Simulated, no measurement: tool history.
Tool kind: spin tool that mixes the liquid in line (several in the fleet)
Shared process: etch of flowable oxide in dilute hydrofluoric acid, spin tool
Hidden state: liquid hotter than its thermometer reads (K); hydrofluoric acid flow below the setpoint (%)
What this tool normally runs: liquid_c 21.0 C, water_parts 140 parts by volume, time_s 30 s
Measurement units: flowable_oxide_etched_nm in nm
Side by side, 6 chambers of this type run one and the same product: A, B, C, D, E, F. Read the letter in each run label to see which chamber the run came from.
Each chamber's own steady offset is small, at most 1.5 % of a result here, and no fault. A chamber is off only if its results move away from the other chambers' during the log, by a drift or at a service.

run,hour,liquid_c,water_parts,time_s,hours since the thermometer was replaced,hours since the hydrofluoric acid flow meter was replaced,"read-back film thickness of the flowable oxide reference wafer, read on the same gauge (nm)",flowable_oxide_etched_nm
1F,11.2,21.0,140,30,1902.5,1797.5,99.994,5.5285
2D,17.4,21.0,140,30,1615.8,1135.5,99.980,5.3801
3B,23.5,21.0,140,30,76.9,1090.1,99.972,5.3626
4A,31.6,21.0,140,30,1117.2,422.0,99.988,5.5103
5C,43.0,21.0,140,30,2741.9,247.7,99.956,5.6354
6E,49.1,21.0,140,30,935.7,357.9,100.000,5.4223
7A,60.6,21.0,140,30,1146.2,451.0,100.030,5.4500
8F,66.7,21.0,140,30,1958.0,1853.0,100.030,5.5668
9E,77.5,21.0,140,30,964.1,386.3,99.943,5.4401
10C,83.6,25.5,95,30,2782.5,288.3,100.000,10.3570
# hour 88.7: chamber F: hydrofluoric acid flow meter replaced
11D,92.6,25.5,95,30,1691.0,1210.7,99.951,10.1190
12B,98.0,25.5,95,30,151.4,1164.6,100.000,10.2130
# hour 99.7: chamber D: hydrofluoric acid flow meter replaced
13E,107.6,25.5,95,30,994.2,416.4,99.996,10.1020
14C,113.6,25.5,95,30,2812.5,318.3,99.960,10.0980
15F,119.0,25.5,95,30,2010.3,30.4,100.030,10.0870
16B,130.7,21.0,140,30,184.1,1197.3,100.000,5.4729
17D,142.0,21.0,140,30,1740.4,42.3,99.935,5.4127
18A,150.8,21.0,140,30,1236.4,541.2,100.070,5.3497
19C,157.2,21.0,140,30,2856.1,361.9,99.980,5.4940
20F,169.1,21.0,140,30,2060.4,80.5,99.990,5.5182
21D,174.8,21.0,140,20,1773.2,75.1,100.010,3.6260
22B,183.5,21.0,140,20,236.9,1250.1,100.010,3.6454
23E,190.9,21.0,140,20,1077.5,499.7,100.020,3.5897
24A,201.5,21.0,140,20,1287.1,591.9,100.010,3.4733
25B,209.0,21.0,140,20,262.4,1275.6,99.984,3.5829
26D,217.1,21.0,140,20,1815.5,117.4,100.010,3.6689
27A,224.1,21.0,140,30,1309.7,614.5,100.000,5.2726
28E,229.8,21.0,140,30,1116.4,538.6,99.994,5.4311
29C,236.9,21.0,140,30,2935.8,441.6,99.975,5.5866
30F,246.8,21.0,140,30,2138.1,158.2,99.992,5.5366
31A,255.2,21.0,140,30,1340.8,645.6,99.992,5.2308
32F,264.2,21.0,140,30,2155.5,175.6,100.010,5.4958
33D,273.6,21.0,140,30,1872.0,173.9,99.999,5.4982
34C,285.3,21.0,140,30,2984.2,490.0,100.010,5.6130
35E,294.6,21.0,140,30,1181.2,603.4,99.967,5.4927
36B,303.3,21.0,140,30,356.7,1369.9,99.963,5.4335
37D,313.1,21.0,140,30,1911.5,213.4,99.991,5.4953
38C,322.1,21.0,140,30,3021.0,526.8,100.010,5.5193
39A,330.9,21.0,140,30,1416.5,721.3,99.978,5.0302
40B,337.8,21.0,140,30,391.2,1404.4,100.020,5.4182
41F,347.2,21.0,140,30,2238.5,258.6,99.940,5.5191

The same settings go to every chamber for the next run, one line per chamber below. Forecast the results for each:
42A,355.9,21.0,140,30,,,,?
42B,355.9,21.0,140,30,,,,?
42C,355.9,21.0,140,30,,,,?
42D,355.9,21.0,140,30,,,,?
42E,355.9,21.0,140,30,,,,?
42F,355.9,21.0,140,30,,,,?

run,flowable_oxide_etched_nm
42A,4.9993
42B,5.3846
42C,5.5093
42D,5.4398
42E,5.4045
42F,5.5417
